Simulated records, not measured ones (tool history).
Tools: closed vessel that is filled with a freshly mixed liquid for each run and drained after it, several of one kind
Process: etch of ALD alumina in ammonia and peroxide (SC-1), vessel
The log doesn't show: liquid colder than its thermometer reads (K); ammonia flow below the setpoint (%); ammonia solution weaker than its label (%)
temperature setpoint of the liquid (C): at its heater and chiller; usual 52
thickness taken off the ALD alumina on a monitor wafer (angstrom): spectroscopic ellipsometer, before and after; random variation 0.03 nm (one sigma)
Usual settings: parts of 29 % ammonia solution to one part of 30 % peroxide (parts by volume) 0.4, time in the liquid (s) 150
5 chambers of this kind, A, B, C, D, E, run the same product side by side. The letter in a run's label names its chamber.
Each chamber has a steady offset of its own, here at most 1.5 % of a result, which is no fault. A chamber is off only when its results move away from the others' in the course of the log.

run	day	temperature setpoint of the liquid (C)	parts of 29 % ammonia solution to one part of 30 % peroxide (parts by volume)	time in the liquid (s)	hours since the thermometer was replaced	hours since the ammonia flow meter was replaced	hours since the drum of ammonia solution was connected	read-back film thickness of the ALD alumina reference wafer, read on the same gauge (nm)	thickness taken off the ALD alumina on a monitor wafer (angstrom)
# day 0.1: chamber A: new drum of ammonia solution connected
1A	0.542	52	0.4	150	631.1	1269.5	10.7	30.003	86.922
2E	1.071	52	0.4	150	834.4	1797.8	717.5	29.967	86.522
3C	1.554	52	0.4	150	1047.2	344.8	190	29.979	86.984
# day 1.625: chamber E: new drum of ammonia solution connected
4D	1.871	52	0.4	150	694.3	834.7	487.9	29.992	87.64
5B	2.371	52	0.4	150	266.9	94	231.4	29.995	86.215
6A	2.917	52	0.4	150	688.1	1326.5	67.7	30.029	87.117
7C	3.292	52	0.4	150	1088.9	386.5	231.7	30	86.628
8D	3.621	52	0.4	150	736.3	876.7	529.9	30.003	88.415
9E	4.088	52	0.4	150	906.8	1870.2	59.1	30.002	86.579
10B	4.558	52	0.4	150	319.4	146.5	283.9	30.002	86.818
11D	4.829	52	0.4	150	765.3	905.7	558.9	30.027	88.298
12A	5.217	52	0.4	150	743.3	1381.7	122.9	29.981	86.39
13C	5.488	52	0.55	115	1141.6	439.2	284.4	30.045	68.603
# day 5.492: chamber D: thermometer replaced
14E	5.842	52	0.55	115	948.9	1912.3	101.2	29.999	68.476
# day 6.012: chamber E: ammonia flow meter replaced
15B	6.221	52	0.55	115	359.3	186.4	323.8	29.982	68.836
16D	6.633	52	0.55	115	27.5	949	602.2	30.017	69.634
17B	6.962	52	0.55	115	377.1	204.2	341.6	30.011	68.386
18C	7.404	52	0.4	150	1187.6	485.2	330.4	30.003	86.889
# day 7.796: chamber A: new drum of ammonia solution connected
19A	7.838	52	0.4	150	806.2	1444.6	1	29.974	85.512
20E	8.096	52	0.4	150	1003	50.1	155.3	29.962	85.973
21C	8.675	52	0.4	150	1218.1	515.7	360.9	29.997	86.736
22B	9	52	0.4	150	426	253.1	390.5	30.015	86.496
23E	9.475	52	0.4	150	1036.1	83.2	188.4	29.989	86.629
24D	9.767	52	0.4	150	102.7	1024.2	677.4	29.98	87.668
25A	10.125	59	0.4	105	861.1	1499.5	55.9	30.002	85.663
26C	10.462	59	0.4	105	1261	558.6	403.8	30.031	88.189
27B	10.729	59	0.4	105	467.5	294.6	432	29.975	87.747
28A	11.079	59	0.4	105	884	1522.4	78.8	30.017	85.603
29E	11.512	59	0.4	105	1085	132.1	237.3	29.967	88.286
30D	11.925	52	0.4	150	154.5	1076	729.2	30.01	87.803
31C	12.462	52	0.4	150	1309	606.6	451.8	29.969	86.872
32A	12.771	48	0.4	150	924.6	1563	119.4	30.027	68.079
33D	13.183	48	0.4	150	184.7	1106.2	759.4	29.991	70.251

Is one chamber off against the others, does the gauge drift, or is nothing wrong? If a chamber is off, say which, and what the likeliest cause is.

Chamber A drifts away from the others.
Cause: liquid colder than its thermometer reads (K) = 0.594.

Here are 4 candidates for chamber A's next run, each the usual settings with a change, their results left as question marks. Which one brings its results back in line with what the others give on the usual settings?
In line means no further than this from the other chambers' mean on the usual settings: thickness taken off the ALD alumina on a monitor wafer (angstrom) 1
34A-1	13.6	52	0.55	150					?
34A-2	13.6	52	0.45	150					?
34A-3	13.6	52	0.4	145					?
34A-4	13.6	52	0.35	150					?

The other chambers' mean on the usual settings: thickness taken off the ALD alumina on a monitor wafer (angstrom) 86.873
run	thickness taken off the ALD alumina on a monitor wafer (angstrom)
34A-1	86.545
34A-2	84.932
34A-3	81.2
34A-4	82.958
34A-1 brings the chamber back in line.
